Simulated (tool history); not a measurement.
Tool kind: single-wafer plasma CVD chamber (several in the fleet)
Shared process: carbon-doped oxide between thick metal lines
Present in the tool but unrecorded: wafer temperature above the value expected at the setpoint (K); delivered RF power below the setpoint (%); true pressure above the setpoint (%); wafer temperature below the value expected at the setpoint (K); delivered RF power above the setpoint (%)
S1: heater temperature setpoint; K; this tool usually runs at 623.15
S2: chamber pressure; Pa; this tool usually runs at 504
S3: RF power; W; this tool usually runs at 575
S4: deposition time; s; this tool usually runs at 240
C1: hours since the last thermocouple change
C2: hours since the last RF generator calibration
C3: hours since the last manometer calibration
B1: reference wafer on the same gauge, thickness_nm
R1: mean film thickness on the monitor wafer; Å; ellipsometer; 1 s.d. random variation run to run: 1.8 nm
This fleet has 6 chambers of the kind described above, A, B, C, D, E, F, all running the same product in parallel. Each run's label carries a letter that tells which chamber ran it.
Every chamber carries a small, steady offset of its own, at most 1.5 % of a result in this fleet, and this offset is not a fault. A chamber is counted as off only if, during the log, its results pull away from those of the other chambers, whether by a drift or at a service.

| run | day | S1 | S2 | S3 | S4 | C1 | C2 | C3 | B1 | R1 |
|---|---|---|---|---|---|---|---|---|---|---|
| 1F | 0.254 | 623.15 | 504 | 575 | 240 | 430.5 | 1648.4 | 790.3 | 1279.9 | 12619 |
| 2B | 0.504 | 623.15 | 504 | 575 | 240 | 2171.5 | 1480.4 | 198.3 | 1279.6 | 12557 |
| 3A | 0.725 | 623.15 | 504 | 575 | 240 | 1765.7 | 134.8 | 1323.1 | 1279.3 | 12556 |
| 4D | 0.975 | 623.15 | 504 | 575 | 240 | 1038.8 | 1361.5 | 734.8 | 1279.4 | 12685 |
| 5C | 1.258 | 623.15 | 504 | 575 | 240 | 530.2 | 245.6 | 2722.0 | 1279.1 | 12558 |
|  | 1.446 | chamber F: RF generator calibrated |
| 6E | 1.546 | 623.15 | 504 | 575 | 240 | 618.8 | 1633.4 | 1525.6 | 1278.8 | 12488 |
| 7E | 1.725 | 623.15 | 504 | 575 | 240 | 623.1 | 1637.7 | 1529.9 | 1278.5 | 12445 |
| 8B | 1.900 | 623.15 | 504 | 575 | 240 | 2205.0 | 1513.9 | 231.8 | 1278.5 | 12540 |
| 9A | 2.029 | 623.15 | 504 | 575 | 240 | 1797.0 | 166.1 | 1354.4 | 1278.3 | 12502 |
| 10F | 2.312 | 614.15 | 504 | 665 | 240 | 479.9 | 20.8 | 839.7 | 1278.0 | 14016 |
| 11D | 2.442 | 614.15 | 504 | 665 | 240 | 1074.0 | 1396.7 | 770.0 | 1278.1 | 14110 |
| 12C | 2.683 | 614.15 | 504 | 665 | 240 | 564.4 | 279.8 | 2756.2 | 1278.2 | 14005 |
| 13F | 2.929 | 614.15 | 504 | 665 | 240 | 494.7 | 35.6 | 854.5 | 1277.9 | 14057 |
| 14B | 3.108 | 614.15 | 504 | 665 | 240 | 2234.0 | 1542.9 | 260.8 | 1277.2 | 14031 |
| 15C | 3.300 | 614.15 | 504 | 665 | 240 | 579.2 | 294.6 | 2771.0 | 1277.2 | 14020 |
|  | 3.429 | chamber A: capacitance manometer re-zeroed and calibrated |
| 16E | 3.588 | 623.15 | 504 | 575 | 240 | 667.8 | 1682.4 | 1574.6 | 1277.1 | 12432 |
| 17D | 3.875 | 616.15 | 417 | 575 | 240 | 1108.4 | 1431.1 | 804.4 | 1276.6 | 12573 |
| 18A | 4.104 | 616.15 | 417 | 575 | 240 | 1846.8 | 215.9 | 16.3 | 1276.8 | 12436 |
| 19F | 4.375 | 616.15 | 417 | 575 | 240 | 529.4 | 70.3 | 889.2 | 1275.9 | 12526 |
| 20B | 4.529 | 616.15 | 417 | 575 | 240 | 2268.1 | 1577.0 | 294.9 | 1275.8 | 12439 |
| 21E | 4.742 | 616.15 | 417 | 575 | 240 | 695.5 | 1710.1 | 1602.3 | 1276.0 | 12374 |
| 22A | 4.954 | 616.15 | 417 | 575 | 240 | 1867.2 | 236.3 | 36.7 | 1275.9 | 12428 |
| 23C | 5.150 | 623.15 | 504 | 575 | 240 | 623.6 | 339.0 | 2815.4 | 1276.0 | 12532 |
| 24D | 5.371 | 623.15 | 504 | 575 | 240 | 1144.3 | 1467.0 | 840.3 | 1275.3 | 12603 |
| 25C | 5.621 | 623.15 | 504 | 575 | 240 | 634.9 | 350.3 | 2826.7 | 1274.9 | 12499 |
| 26A | 5.754 | 623.15 | 504 | 575 | 240 | 1886.4 | 255.5 | 55.9 | 1275.1 | 12508 |
| 27B | 5.946 | 623.15 | 504 | 575 | 240 | 2302.1 | 1611.0 | 328.9 | 1275.0 | 12494 |
| 28E | 6.167 | 623.15 | 504 | 575 | 240 | 729.7 | 1744.3 | 1636.5 | 1275.0 | 12428 |
| 29D | 6.325 | 623.15 | 504 | 575 | 240 | 1167.2 | 1489.9 | 863.2 | 1274.4 | 12631 |
| 30F | 6.475 | 618.15 | 504 | 575 | 240 | 579.8 | 120.7 | 939.6 | 1274.7 | 12743 |
|  | 6.604 | chamber C: capacitance manometer re-zeroed and calibrated |
| 31B | 6.767 | 618.15 | 504 | 575 | 240 | 2321.8 | 1630.7 | 348.6 | 1274.0 | 12665 |
| 32F | 6.925 | 618.15 | 504 | 575 | 240 | 590.6 | 131.5 | 950.4 | 1274.3 | 12728 |
| 33D | 7.158 | 618.15 | 504 | 575 | 240 | 1187.2 | 1509.9 | 883.2 | 1274.4 | 12743 |
| 34A | 7.300 | 618.15 | 504 | 575 | 240 | 1923.5 | 292.6 | 93.0 | 1274.2 | 12633 |
| 35C | 7.521 | 618.15 | 504 | 575 | 240 | 680.5 | 395.9 | 22.0 | 1273.1 | 12646 |
| 36E | 7.700 | 623.15 | 504 | 645 | 240 | 766.5 | 1781.1 | 1673.3 | 1274.2 | 13267 |
| 37D | 7.942 | 623.15 | 504 | 645 | 240 | 1206.0 | 1528.7 | 902.0 | 1273.5 | 13450 |
| 38C | 8.104 | 623.15 | 504 | 645 | 240 | 694.5 | 409.9 | 36.0 | 1273.1 | 13351 |
|  | 8.125 | chamber B: thermocouple changed; heater temperature recalibrated |
| 39F | 8.262 | 623.15 | 504 | 645 | 240 | 622.7 | 163.6 | 982.5 | 1273.2 | 13405 |
| 40B | 8.492 | 623.15 | 504 | 645 | 240 | 8.8 | 1672.1 | 390.0 | 1272.6 | 13353 |
| 41A | 8.738 | 623.15 | 504 | 645 | 240 | 1958.0 | 327.1 | 127.5 | 1272.0 | 13330 |

For the next run the whole fleet of 6 chambers uses the same settings. Give each chamber's results:
| 42A | 8.946 | 628.15 | 504 | 575 | 240 |  |  |  |  | ? |
| 42B | 8.946 | 628.15 | 504 | 575 | 240 |  |  |  |  | ? |
| 42C | 8.946 | 628.15 | 504 | 575 | 240 |  |  |  |  | ? |
| 42D | 8.946 | 628.15 | 504 | 575 | 240 |  |  |  |  | ? |
| 42E | 8.946 | 628.15 | 504 | 575 | 240 |  |  |  |  | ? |
| 42F | 8.946 | 628.15 | 504 | 575 | 240 |  |  |  |  | ? |

| run | R1 |
|---|---|
| 42A | 12323 |
| 42B | 12344 |
| 42C | 12344 |
| 42D | 12440 |
| 42E | 12265 |
| 42F | 12419 |

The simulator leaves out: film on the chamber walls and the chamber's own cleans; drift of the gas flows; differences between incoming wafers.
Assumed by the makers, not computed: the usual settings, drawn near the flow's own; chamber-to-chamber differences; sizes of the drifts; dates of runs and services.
